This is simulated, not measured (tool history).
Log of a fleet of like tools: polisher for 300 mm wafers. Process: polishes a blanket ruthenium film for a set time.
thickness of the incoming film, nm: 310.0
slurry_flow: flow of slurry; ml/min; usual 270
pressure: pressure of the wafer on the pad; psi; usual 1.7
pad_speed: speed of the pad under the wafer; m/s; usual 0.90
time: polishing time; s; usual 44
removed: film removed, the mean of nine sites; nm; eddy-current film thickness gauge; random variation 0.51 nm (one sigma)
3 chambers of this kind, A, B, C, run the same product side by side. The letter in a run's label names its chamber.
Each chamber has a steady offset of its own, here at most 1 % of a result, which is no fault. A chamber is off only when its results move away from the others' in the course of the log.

run,hour,slurry_flow,pressure,pad_speed,time,wafers polished on this pad,hours since the slurry nozzle was cleaned,hours since the head pressure was calibrated,removed
# hour 3.7: chamber C: worn pad replaced by a new one
1B,9.9,270,1.7,0.90,44,578,230.6,1052.3,35.306
2A,21.2,270,1.7,0.90,44,844,639.8,327.0,35.054
# hour 25.4: chamber B: head pressure recalibrated
3C,30.0,270,1.7,0.90,44,360,205.1,704.6,34.949
4B,44.9,270,1.7,0.90,44,1058,265.6,19.5,35.320
# hour 50.3: chamber B: worn pad replaced by a new one
# hour 51.3: chamber A: worn pad replaced by a new one
5A,57.7,190,1.9,0.90,44,87,676.3,363.5,36.668
6C,65.9,190,1.9,0.90,44,852,241.0,740.5,38.287
7B,73.9,190,1.9,0.90,44,324,294.6,48.5,38.703
# hour 74.1: chamber C: worn pad replaced by a new one
8A,86.9,270,1.7,0.90,44,488,705.5,392.7,34.092
9C,97.3,270,1.7,0.90,44,318,272.4,771.9,34.468
10C,109.7,270,1.7,0.90,44,488,284.8,784.3,35.376
# hour 113.4: chamber B: worn pad replaced by a new one
11B,116.5,270,1.7,0.90,44,43,337.2,91.1,35.606
12A,128.9,270,1.7,1.04,44,1063,747.5,434.7,39.846
# hour 137.4: chamber C: worn pad replaced by a new one
13A,139.2,270,1.7,1.04,44,1205,757.8,445.0,40.070
# hour 143.0: chamber A: worn pad replaced by a new one
14B,146.5,270,1.7,1.04,44,454,367.2,121.1,40.274
15C,158.4,270,1.7,0.90,44,289,333.5,833.0,35.305
16B,167.6,270,1.7,0.90,44,744,388.3,142.2,35.571
# hour 178.1: chamber A: head pressure recalibrated
17A,178.5,270,1.7,0.90,44,486,797.1,0.5,34.014
# hour 179.1: chamber B: worn pad replaced by a new one
18C,190.7,270,1.7,0.90,44,731,365.8,865.3,35.192
19C,205.2,270,1.7,0.90,44,930,380.3,879.8,35.206
# hour 205.9: chamber C: worn pad replaced by a new one
20A,212.2,270,1.7,0.90,44,948,830.8,34.2,35.085
21B,220.4,270,1.7,0.90,44,566,441.1,195.0,35.798
22C,227.4,270,1.7,1.20,52,295,402.5,902.0,55.563
# hour 231.0: chamber A: worn pad replaced by a new one
23A,236.3,270,1.7,1.20,52,73,854.9,58.3,55.876
# hour 239.6: chamber A: slurry nozzle cleaned
24B,246.1,270,1.7,1.20,52,918,466.8,220.7,56.036
# hour 253.5: chamber B: worn pad replaced by a new one
25A,254.3,270,2.2,0.64,44,319,14.7,76.3,33.313
26B,261.3,270,2.2,0.64,44,108,482.0,235.9,32.333
# hour 266.2: chamber C: head pressure recalibrated
# hour 267.3: chamber C: worn pad replaced by a new one
27C,271.9,270,2.2,0.64,44,63,447.0,5.7,31.482
28B,279.6,355,1.7,0.90,44,358,500.3,254.2,36.025
29A,294.6,355,1.7,0.90,44,872,55.0,116.6,36.548
30C,305.6,355,1.7,0.90,44,525,480.7,39.4,36.121
# hour 309.9: chamber A: worn pad replaced by a new one
31A,312.6,270,1.7,0.90,44,37,73.0,134.6,35.393
32B,321.0,270,1.7,0.90,44,926,541.7,295.6,35.173
# hour 330.1: chamber C: worn pad replaced by a new one
# hour 332.3: chamber B: worn pad replaced by a new one
33C,334.7,270,1.7,0.90,44,63,509.8,68.5,35.175
34A,345.6,270,1.7,0.90,44,490,106.0,167.6,35.447
35B,360.2,270,1.7,0.90,44,383,580.9,334.8,35.349

All 3 chambers run these settings next. Forecast each chamber's results:
36A,371.2,270,1.7,0.90,44,,,,?
36B,371.2,270,1.7,0.90,44,,,,?
36C,371.2,270,1.7,0.90,44,,,,?

run,removed
36A,35.125
36B,35.822
36C,34.681

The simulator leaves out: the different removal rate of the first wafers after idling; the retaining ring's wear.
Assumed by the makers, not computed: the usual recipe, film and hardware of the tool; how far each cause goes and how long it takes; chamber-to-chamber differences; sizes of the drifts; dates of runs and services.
